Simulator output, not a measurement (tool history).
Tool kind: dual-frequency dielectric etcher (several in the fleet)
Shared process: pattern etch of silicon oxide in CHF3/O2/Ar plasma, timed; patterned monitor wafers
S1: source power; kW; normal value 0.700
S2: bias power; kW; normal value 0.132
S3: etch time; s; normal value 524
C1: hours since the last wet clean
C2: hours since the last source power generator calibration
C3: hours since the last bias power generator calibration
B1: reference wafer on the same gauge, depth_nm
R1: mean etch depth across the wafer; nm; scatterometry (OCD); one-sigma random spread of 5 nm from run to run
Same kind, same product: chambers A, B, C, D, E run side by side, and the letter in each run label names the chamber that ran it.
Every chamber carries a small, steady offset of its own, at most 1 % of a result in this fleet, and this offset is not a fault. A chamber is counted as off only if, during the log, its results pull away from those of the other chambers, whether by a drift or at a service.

run,hour,S1,S2,S3,C1,C2,C3,B1,R1
1E,8.8,0.700,0.132,524,228.0,1717.6,953.8,1178.6,987.86
2D,22.4,0.700,0.132,524,34.4,1647.1,2535.4,1176.2,990.89
3B,33.5,0.700,0.132,524,254.1,1239.1,4062.8,1176.2,995.53
4A,48.2,0.700,0.132,524,488.6,2930.2,3202.8,1177.5,997.86
5C,61.2,0.700,0.132,524,177.4,456.8,2719.3,1177.8,988.41
# hour 68.1: chamber A: wet clean of the chamber
6D,68.9,0.700,0.132,524,80.9,1693.6,2581.9,1178.5,982.97
# hour 83.8: chamber E: source power generator calibrated
7A,84.3,0.700,0.132,524,16.2,2966.3,3238.9,1177.7,998.06
8E,98.8,0.700,0.132,524,318.0,15.1,1043.8,1177.0,989.49
9B,112.2,0.700,0.132,524,332.8,1317.8,4141.5,1177.5,985.68
10C,123.8,0.700,0.132,524,240.0,519.4,2781.9,1177.6,987.60
11B,135.2,0.700,0.132,524,355.8,1340.8,4164.5,1179.5,986.07
12E,151.4,0.700,0.132,524,370.6,67.7,1096.4,1176.8,988.52
13A,159.4,0.700,0.132,524,91.3,3041.4,3314.0,1180.5,1007.70
14D,167.5,0.700,0.132,524,179.5,1792.2,2680.5,1176.3,982.70
15C,179.8,0.700,0.132,524,296.0,575.4,2837.9,1177.4,993.25
16A,191.0,0.700,0.153,524,122.9,3073.0,3345.6,1178.4,1045.10
# hour 197.9: chamber B: wet clean of the chamber
17C,199.8,0.700,0.153,524,316.0,595.4,2857.9,1179.1,1038.70
18E,212.1,0.700,0.153,524,431.3,128.4,1157.1,1178.2,1030.20
# hour 213.4: chamber B: bias power generator calibrated
19B,225.7,0.700,0.153,524,27.8,1431.3,12.4,1178.8,1049.80
20D,242.1,0.700,0.153,524,254.1,1866.8,2755.1,1178.2,1042.30
21B,254.7,0.700,0.132,524,56.8,1460.3,41.4,1176.6,990.41
22C,268.8,0.700,0.120,589,385.0,664.4,2926.9,1178.0,1084.80
23D,280.5,0.700,0.120,589,292.5,1905.2,2793.5,1179.4,1082.70
24A,292.5,0.700,0.120,589,224.4,3174.5,3447.1,1176.9,1095.00
25E,302.9,0.700,0.120,589,522.1,219.2,1247.9,1179.5,1073.20
26C,317.0,0.700,0.120,589,433.2,712.6,2975.1,1178.1,1082.40
27D,333.4,0.700,0.132,524,345.4,1958.1,2846.4,1178.9,982.94
28B,341.0,0.700,0.132,524,143.1,1546.6,127.7,1179.2,996.22
29A,354.3,0.700,0.132,524,286.2,3236.3,3508.9,1177.8,1006.40
30E,361.9,0.700,0.132,524,581.1,278.2,1306.9,1177.9,992.07
31C,374.0,0.700,0.132,524,490.2,769.6,3032.1,1179.4,994.00
32E,387.6,0.700,0.132,524,606.8,303.9,1332.6,1178.1,984.07
33D,403.3,0.700,0.132,524,415.3,2028.0,2916.3,1177.6,985.15
34A,414.5,0.700,0.132,524,346.4,3296.5,3569.1,1177.6,1001.80
35B,427.7,0.700,0.132,524,229.8,1633.3,214.4,1178.8,989.58
36D,439.4,0.700,0.132,524,451.4,2064.1,2952.4,1178.2,988.66
37C,449.8,0.700,0.132,524,566.0,845.4,3107.9,1178.8,997.41
38B,465.3,0.700,0.132,524,267.4,1670.9,252.0,1178.9,992.70
39A,474.3,0.700,0.132,524,406.2,3356.3,3628.9,1176.0,1001.30

All chambers now run identical settings, listed one chamber a line with results as question marks. What results will each chamber show?
40A,486.0,0.700,0.132,524,,,,,?
40B,486.0,0.700,0.132,524,,,,,?
40C,486.0,0.700,0.132,524,,,,,?
40D,486.0,0.700,0.132,524,,,,,?
40E,486.0,0.700,0.132,524,,,,,?

run,R1
40A,1000.90
40B,995.12
40C,1003.70
40D,979.89
40E,996.81
